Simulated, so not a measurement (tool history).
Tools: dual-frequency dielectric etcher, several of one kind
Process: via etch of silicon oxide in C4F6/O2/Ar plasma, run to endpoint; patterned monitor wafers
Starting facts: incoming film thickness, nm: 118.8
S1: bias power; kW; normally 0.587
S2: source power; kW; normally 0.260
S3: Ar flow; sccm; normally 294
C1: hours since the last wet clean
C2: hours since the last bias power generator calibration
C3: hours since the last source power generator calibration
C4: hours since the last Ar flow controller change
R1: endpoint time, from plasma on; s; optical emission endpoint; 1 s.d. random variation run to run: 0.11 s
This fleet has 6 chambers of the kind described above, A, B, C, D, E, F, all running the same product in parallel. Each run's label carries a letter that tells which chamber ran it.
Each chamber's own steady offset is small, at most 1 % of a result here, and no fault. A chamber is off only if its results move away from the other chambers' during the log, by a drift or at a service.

run,hour,S1,S2,S3,C1,C2,C3,C4,R1
1C,12.2,0.587,0.260,294,330.9,1443.7,1423.3,3750.8,28.802
2B,20.0,0.587,0.260,294,308.5,1758.7,325.2,1128.8,28.543
# hour 21.3: chamber C: wet clean of the chamber
3D,26.3,0.587,0.260,294,548.4,3612.5,3483.0,1827.6,28.702
# hour 31.7: chamber E: wet clean of the chamber
4F,36.1,0.587,0.260,294,239.8,1011.0,380.5,2763.9,28.469
# hour 38.7: chamber D: wet clean of the chamber
5E,42.4,0.587,0.260,294,10.7,4309.2,2554.7,1254.7,28.744
# hour 53.7: chamber D: source power generator calibrated
6A,54.2,0.513,0.230,294,514.0,2264.4,245.0,3414.8,31.884
# hour 59.3: chamber E: bias power generator calibrated
7C,62.6,0.513,0.230,294,41.3,1494.1,1473.7,3801.2,31.721
8B,70.1,0.513,0.230,294,358.6,1808.8,375.3,1178.9,31.174
9D,76.8,0.513,0.230,294,38.2,3663.0,23.2,1878.1,31.868
10A,88.7,0.513,0.230,294,548.5,2298.9,279.5,3449.3,31.739
# hour 90.3: chamber A: Ar flow controller replaced
11F,95.0,0.513,0.230,294,298.7,1069.9,439.4,2822.8,31.480
12E,102.3,0.587,0.290,294,70.6,43.1,2614.6,1314.6,27.851
13E,110.2,0.587,0.290,294,78.5,51.0,2622.5,1322.5,27.512
14D,121.4,0.587,0.290,294,82.8,3707.6,67.8,1922.7,27.651
# hour 127.6: chamber A: wet clean of the chamber
15F,131.3,0.587,0.290,294,335.0,1106.2,475.7,2859.1,27.468
16A,139.7,0.587,0.290,294,12.1,2349.9,330.5,49.5,27.898
17B,145.3,0.587,0.290,294,433.8,1884.0,450.5,1254.1,27.515
18C,154.8,0.587,0.260,294,133.5,1586.3,1565.9,3893.4,28.595
19F,162.9,0.587,0.260,294,366.6,1137.8,507.3,2890.7,28.529
20B,170.0,0.587,0.260,294,458.5,1908.7,475.2,1278.8,28.454
21A,177.1,0.587,0.260,294,49.5,2387.3,367.9,86.9,28.845
# hour 179.4: chamber B: wet clean of the chamber
22E,187.6,0.587,0.260,294,155.9,128.4,2699.9,1399.9,28.693
23C,194.6,0.587,0.290,294,173.3,1626.1,1605.7,3933.2,27.595
24D,203.0,0.587,0.290,294,164.4,3789.2,149.4,2004.3,27.632
25E,210.9,0.587,0.290,294,179.2,151.7,2723.2,1423.2,27.531
26B,219.8,0.587,0.290,294,40.5,1958.5,525.0,1328.6,27.625
27F,231.8,0.587,0.290,294,435.5,1206.7,576.2,2959.6,27.639
28C,241.7,0.587,0.290,294,220.4,1673.2,1652.8,3980.3,27.560
29A,253.3,0.587,0.290,358,125.7,2463.5,444.1,163.1,28.387
30D,263.2,0.587,0.290,358,224.6,3849.4,209.6,2064.5,28.467
# hour 273.3: chamber B: bias power generator calibrated
31B,275.4,0.587,0.290,358,96.1,2.2,580.6,1384.2,28.065
32F,288.3,0.587,0.290,358,492.0,1263.2,632.7,3016.1,27.918
33C,300.6,0.587,0.290,358,279.3,1732.1,1711.7,4039.2,28.231
34A,306.6,0.587,0.290,358,179.0,2516.8,497.4,216.4,28.279
35E,317.8,0.587,0.260,294,286.1,258.6,2830.1,1530.1,28.635
36D,323.8,0.587,0.260,294,285.2,3910.0,270.2,2125.1,28.999
37E,332.2,0.587,0.260,294,300.5,273.0,2844.5,1544.5,28.689

What goes on in this fleet: one chamber off, a drifting gauge, or nothing beyond the chambers' own small offsets? Name the chamber and the cause, if any.

The fleet is healthy, with each chamber sitting at its usual small offset and no drift in the gauge.
